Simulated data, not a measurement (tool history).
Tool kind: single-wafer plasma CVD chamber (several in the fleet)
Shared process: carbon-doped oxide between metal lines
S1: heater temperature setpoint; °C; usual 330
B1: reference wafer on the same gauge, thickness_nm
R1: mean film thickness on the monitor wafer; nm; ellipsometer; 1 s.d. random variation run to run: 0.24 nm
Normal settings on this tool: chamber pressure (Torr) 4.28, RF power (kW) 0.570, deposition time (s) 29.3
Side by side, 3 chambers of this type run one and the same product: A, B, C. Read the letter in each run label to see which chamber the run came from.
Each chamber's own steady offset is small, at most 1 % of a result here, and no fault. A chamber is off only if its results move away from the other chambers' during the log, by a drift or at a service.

Run 1A, hour 7.0: usual settings; B1 158.00. Result: R1 167.87 nm.
Run 2B, hour 11.8: usual settings; B1 158.02. Result: R1 171.05 nm.
Run 3C, hour 22.6: usual settings; B1 158.08. Result: R1 169.65 nm.
Run 4B, hour 29.6: usual settings; B1 158.09. Result: R1 171.25 nm.
Run 5A, hour 34.8: usual settings; B1 158.09. Result: R1 168.18 nm.
Run 6C, hour 43.6: usual settings; B1 158.20. Result: R1 169.19 nm.
Run 7C, hour 51.7: usual settings; B1 158.11. Result: R1 169.11 nm.
Run 8B, hour 58.2: usual settings; B1 158.18. Result: R1 171.06 nm.
Run 9A, hour 65.1: usual settings; B1 158.29. Result: R1 167.97 nm.
Run 10C, hour 75.6: usual settings; B1 158.22. Result: R1 169.47 nm.
Run 11B, hour 83.6: usual settings but S1 342 °C, RF power (kW) 0.655; B1 158.26. Result: R1 179.90 nm.
Run 12A, hour 94.1: usual settings but S1 342 °C, RF power (kW) 0.655; B1 158.28. Result: R1 176.74 nm.
Run 13C, hour 103.4: usual settings but S1 342 °C, RF power (kW) 0.655; B1 158.34. Result: R1 178.39 nm.
Run 14A, hour 109.2: usual settings but S1 341 °C, chamber pressure (Torr) 4.83; B1 158.33. Result: R1 165.27 nm.
Run 15B, hour 119.9: usual settings but S1 341 °C, chamber pressure (Torr) 4.83; B1 158.39. Result: R1 167.92 nm.
Run 16A, hour 127.8: usual settings but S1 341 °C, chamber pressure (Torr) 4.83; B1 158.44. Result: R1 165.32 nm.
Run 17B, hour 135.9: usual settings; B1 158.45. Result: R1 171.28 nm.
Run 18C, hour 142.0: usual settings; B1 158.47. Result: R1 169.90 nm.
Run 19B, hour 150.5: usual settings but S1 340 °C, deposition time (s) 27.0; B1 158.55. Result: R1 153.20 nm.
Run 20A, hour 156.9: usual settings but S1 340 °C, deposition time (s) 27.0; B1 158.49. Result: R1 150.67 nm.
Run 21C, hour 163.4: usual settings but S1 340 °C, deposition time (s) 27.0; B1 158.54. Result: R1 151.33 nm.
Run 22A, hour 172.9: usual settings; B1 158.54. Result: R1 168.50 nm.
Run 23B, hour 183.1: usual settings; B1 158.58. Result: R1 172.10 nm.
Run 24C, hour 191.9: usual settings; B1 158.59. Result: R1 169.85 nm.
Run 25B, hour 201.8: usual settings; B1 158.70. Result: R1 171.95 nm.
Run 26A, hour 209.5: usual settings but chamber pressure (Torr) 4.76; B1 158.65. Result: R1 170.83 nm.
Run 27C, hour 216.2: usual settings but chamber pressure (Torr) 4.76; B1 158.68. Result: R1 172.56 nm.
At hour 218.7: chamber B: capacitance manometer re-zeroed and calibrated.
Run 28B, hour 221.6: usual settings but chamber pressure (Torr) 4.76; B1 158.75. Result: R1 174.28 nm.
Run 29C, hour 231.9: usual settings; B1 158.77. Result: R1 170.11 nm.
Run 30A, hour 238.9: usual settings; B1 158.81. Result: R1 168.78 nm.
Run 31A, hour 246.1: usual settings; B1 158.84. Result: R1 169.20 nm.
Run 32B, hour 255.7: usual settings; B1 158.86. Result: R1 171.81 nm.
Run 33C, hour 261.2: usual settings; B1 158.90. Result: R1 170.12 nm.
Run 34B, hour 270.0: usual settings but RF power (kW) 0.490; B1 158.89. Result: R1 155.96 nm.

Is one chamber out of step, is the gauge drifting, or do the chambers differ by no more than their own small offsets? For an off chamber, give its letter and the likeliest cause.

Every chamber seems to shift together because the gauge that measures them all drifts; the chambers themselves are fine.
Cause: gauge reads high (%) = 0.577.
